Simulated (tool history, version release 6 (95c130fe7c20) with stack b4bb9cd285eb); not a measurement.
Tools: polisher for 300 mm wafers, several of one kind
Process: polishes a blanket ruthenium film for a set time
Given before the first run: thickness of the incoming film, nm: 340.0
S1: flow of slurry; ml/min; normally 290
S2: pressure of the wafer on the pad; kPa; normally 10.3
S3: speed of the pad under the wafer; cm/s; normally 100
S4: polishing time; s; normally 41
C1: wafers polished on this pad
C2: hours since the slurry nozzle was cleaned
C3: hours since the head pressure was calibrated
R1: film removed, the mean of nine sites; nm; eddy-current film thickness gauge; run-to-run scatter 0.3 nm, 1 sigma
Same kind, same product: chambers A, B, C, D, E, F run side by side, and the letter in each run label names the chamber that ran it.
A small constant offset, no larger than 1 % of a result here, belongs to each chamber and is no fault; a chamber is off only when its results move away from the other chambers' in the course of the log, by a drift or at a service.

run,hour,S1,S2,S3,S4,C1,C2,C3,R1
1C,2.6,290,10.3,100,41,54,179.3,243.9,34.167
2F,6.7,290,10.3,100,41,840,100.9,85.5,33.716
3A,9.3,290,10.3,100,41,404,519.8,720.8,33.553
4B,13.5,290,10.3,100,41,486,104.3,828.6,33.259
5E,16.1,290,10.3,100,41,370,411.1,328.6,33.763
6D,20.7,290,10.3,100,41,833,267.4,252.6,33.919
7F,24.7,240,10.3,100,34,1074,118.9,103.5,27.412
8A,27.8,240,10.3,100,34,645,538.3,739.3,27.552
9E,30.8,240,10.3,100,34,561,425.8,343.3,27.669
10C,33.4,240,10.3,100,34,455,210.1,274.7,28.092
# hour 33.5: chamber B: worn pad replaced by a new one
11D,37.9,240,10.3,100,34,1057,284.6,269.8,27.492
# hour 38.0: chamber D: worn pad replaced by a new one
12B,40.0,240,10.3,100,34,84,130.8,855.1,27.134
# hour 41.7: chamber C: worn pad replaced by a new one
13D,42.6,290,10.3,100,41,60,289.3,274.5,33.857
14B,44.9,290,10.3,100,41,148,135.7,860.0,33.732
# hour 47.6: chamber A: head pressure recalibrated
# hour 47.9: chamber A: worn pad replaced by a new one
15A,48.0,290,12.4,100,41,1,558.5,0.5,42.395
# hour 49.2: chamber E: worn pad replaced by a new one
16E,51.2,290,12.4,100,41,26,446.2,363.7,40.561
17C,53.9,290,12.4,100,41,159,230.6,295.2,40.904
18F,56.8,290,12.4,100,41,1492,151.0,135.6,40.450
19A,59.5,290,12.4,100,41,151,570.0,12.0,42.320
20C,62.7,290,12.4,100,41,273,239.4,304.0,40.694
21E,65.5,290,10.3,100,41,213,460.5,378.0,33.956
# hour 67.3: chamber F: worn pad replaced by a new one
22F,67.9,290,10.3,100,41,8,162.1,146.7,33.975
23B,71.2,290,10.3,100,41,491,162.0,886.3,33.454
24D,73.6,290,10.3,100,41,464,320.3,305.5,33.627
# hour 76.5: chamber D: head pressure recalibrated
25D,78.2,290,10.3,100,41,524,324.9,1.7,33.960
# hour 80.7: chamber C: worn pad replaced by a new one
26B,81.7,290,10.3,100,41,627,172.5,896.8,33.502
27F,83.9,290,10.3,100,41,216,178.1,162.7,33.284
# hour 87.5: chamber B: worn pad replaced by a new one
28C,87.6,290,10.3,100,41,89,264.3,328.9,34.089
29A,91.6,290,10.3,100,41,569,602.1,44.1,35.994
30E,94.7,290,10.3,100,41,593,489.7,407.2,34.216
31E,99.1,290,10.3,100,41,650,494.1,411.6,33.754
32A,101.7,290,10.3,100,41,700,612.2,54.2,35.637
33C,105.3,290,10.3,100,41,320,282.0,346.6,33.840
34F,107.7,290,10.3,100,41,526,201.9,186.5,33.896
35B,110.8,290,10.3,100,41,303,201.6,925.9,32.986
36D,114.4,290,10.3,100,41,995,361.1,37.9,33.691
37F,117.8,290,10.3,100,41,657,212.0,196.6,33.995

Read the log: is a single chamber off, either drifting away or since a service, is the gauge that measures every chamber drifting, or is nothing wrong beyond small per-chamber offsets? Name any odd chamber and what most likely caused it.

Chamber A has stood off from the others ever since a service on it.
Most likely cause: head's pressure above its setpoint, % = 4.69.

Chamber A could run next with any of the 4 candidate recipes listed below; each alters the usual settings, and their results appear as question marks. Which one brings its results back in line with what the other chambers deliver on the usual settings?
Counts as in line when no further than this from what the other chambers average on the usual settings: R1 1.000 nm
38A-1,121.2,290,10.3,100,37,,,,?
38A-2,121.2,290,10.3,106,43,,,,?
38A-3,121.2,290,10.3,102,42,,,,?
38A-4,121.2,290,10.3,98,40,,,,?

The mean the other chambers reach with the usual settings: R1 33.724 nm
run,R1
38A-1,31.879
38A-2,39.238
38A-3,36.900
38A-4,33.785
38A-4 brings the chamber back in line.
